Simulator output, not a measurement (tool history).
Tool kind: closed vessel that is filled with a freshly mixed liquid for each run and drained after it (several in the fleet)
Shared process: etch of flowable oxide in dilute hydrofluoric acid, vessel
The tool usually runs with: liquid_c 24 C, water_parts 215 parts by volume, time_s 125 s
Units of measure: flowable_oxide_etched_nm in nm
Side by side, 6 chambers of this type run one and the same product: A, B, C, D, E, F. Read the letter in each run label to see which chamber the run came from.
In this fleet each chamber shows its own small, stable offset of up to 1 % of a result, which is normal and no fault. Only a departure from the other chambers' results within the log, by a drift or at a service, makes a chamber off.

| run | day | liquid_c | water_parts | time_s | hours since the thermometer was replaced | hours since the hydrofluoric acid flow meter was replaced | read-back film thickness of the flowable oxide reference wafer, read on the same gauge (nm) | flowable_oxide_etched_nm |
|---|---|---|---|---|---|---|---|---|
| 1C | 0.262 | 24 | 215 | 125 | 2154.5 | 732.4 | 149.97 | 25.459 |
|  | 0.558 | chamber C: hydrofluoric acid flow meter replaced |
| 2B | 0.679 | 24 | 215 | 125 | 1349.6 | 1385.6 | 150 | 25.386 |
| 3F | 0.908 | 24 | 215 | 125 | 956 | 502 | 149.99 | 25.759 |
|  | 0.917 | chamber F: hydrofluoric acid flow meter replaced |
| 4A | 1.292 | 24 | 215 | 125 | 1065.8 | 803 | 150.04 | 25.379 |
| 5D | 1.662 | 24 | 215 | 125 | 345.6 | 696.5 | 149.99 | 25.459 |
| 6E | 1.879 | 24 | 215 | 125 | 2338.4 | 1982.9 | 149.94 | 25.541 |
| 7B | 2.088 | 24 | 215 | 125 | 1383.4 | 1419.4 | 149.98 | 25.32 |
| 8E | 2.358 | 24 | 215 | 125 | 2349.9 | 1994.4 | 150.03 | 25.407 |
| 9A | 2.65 | 24 | 215 | 125 | 1098.4 | 835.6 | 150 | 25.307 |
| 10D | 2.962 | 24 | 215 | 160 | 376.8 | 727.7 | 150.02 | 32.744 |
| 11C | 3.2 | 24 | 215 | 160 | 2225 | 63.4 | 149.97 | 32.468 |
| 12F | 3.392 | 24 | 215 | 160 | 1015.6 | 59.4 | 149.98 | 32.915 |
| 13B | 3.642 | 24 | 215 | 160 | 1420.7 | 1456.7 | 150.01 | 32.59 |
| 14D | 4.004 | 24 | 215 | 160 | 401.8 | 752.7 | 149.99 | 32.493 |
| 15A | 4.346 | 24 | 215 | 160 | 1139.1 | 876.3 | 150.02 | 32.172 |
| 16F | 4.596 | 24 | 215 | 125 | 1044.5 | 88.3 | 150.02 | 25.449 |
| 17E | 4.8 | 24 | 215 | 125 | 2408.5 | 2053 | 150.02 | 25.239 |
| 18C | 5.029 | 24 | 110 | 75 | 2268.9 | 107.3 | 149.94 | 33.275 |
| 19B | 5.238 | 24 | 110 | 75 | 1459 | 1495 | 150.02 | 33.742 |
| 20F | 5.5 | 24 | 110 | 75 | 1066.2 | 110 | 150.01 | 34.168 |
| 21C | 5.792 | 24 | 110 | 75 | 2287.2 | 125.6 | 149.94 | 33.144 |
| 22A | 5.996 | 24 | 110 | 75 | 1178.7 | 915.9 | 150.05 | 33.432 |
| 23E | 6.288 | 24 | 110 | 75 | 2444.2 | 2088.7 | 150.02 | 33.979 |
| 24D | 6.533 | 24 | 215 | 125 | 462.5 | 813.4 | 150 | 25.342 |
| 25E | 6.746 | 24 | 215 | 125 | 2455.2 | 2099.7 | 150.01 | 25.459 |
| 26D | 7.075 | 24 | 215 | 125 | 475.5 | 826.4 | 150.02 | 25.652 |
| 27F | 7.292 | 24 | 215 | 125 | 1109.2 | 153 | 150.04 | 25.519 |
| 28B | 7.546 | 24 | 215 | 125 | 1514.4 | 1550.4 | 150.03 | 25.513 |
| 29A | 7.862 | 24 | 215 | 125 | 1223.5 | 960.7 | 149.99 | 25.391 |
| 30C | 8.108 | 24 | 215 | 125 | 2342.8 | 181.2 | 149.97 | 25.126 |
| 31D | 8.446 | 24 | 215 | 125 | 508.4 | 859.3 | 150.02 | 25.577 |
|  | 8.567 | chamber E: thermometer replaced |
| 32C | 8.729 | 24 | 215 | 125 | 2357.7 | 196.1 | 149.99 | 25.253 |
| 33F | 9.117 | 24 | 215 | 90 | 1153 | 196.8 | 150.02 | 18.536 |
| 34A | 9.354 | 24 | 215 | 90 | 1259.3 | 996.5 | 149.99 | 18.243 |
| 35E | 9.721 | 24 | 215 | 90 | 27.7 | 2171.1 | 150.01 | 18.34 |
| 36B | 10.025 | 24 | 215 | 90 | 1573.9 | 1609.9 | 149.96 | 18.114 |
| 37C | 10.288 | 24 | 215 | 90 | 2395.1 | 233.5 | 150.01 | 18.31 |
| 38B | 10.625 | 24 | 215 | 90 | 1588.3 | 1624.3 | 150.02 | 18.323 |

Next, all 6 chambers run the settings below, one line each with question marks for the results. What does each chamber give?
| 39A | 10.925 | 24 | 215 | 200 |  |  |  | ? |
| 39B | 10.925 | 24 | 215 | 200 |  |  |  | ? |
| 39C | 10.925 | 24 | 215 | 200 |  |  |  | ? |
| 39D | 10.925 | 24 | 215 | 200 |  |  |  | ? |
| 39E | 10.925 | 24 | 215 | 200 |  |  |  | ? |
| 39F | 10.925 | 24 | 215 | 200 |  |  |  | ? |

| run | flowable_oxide_etched_nm |
|---|---|
| 39A | 40.704 |
| 39B | 40.708 |
| 39C | 40.3 |
| 39D | 40.873 |
| 39E | 40.863 |
| 39F | 40.858 |
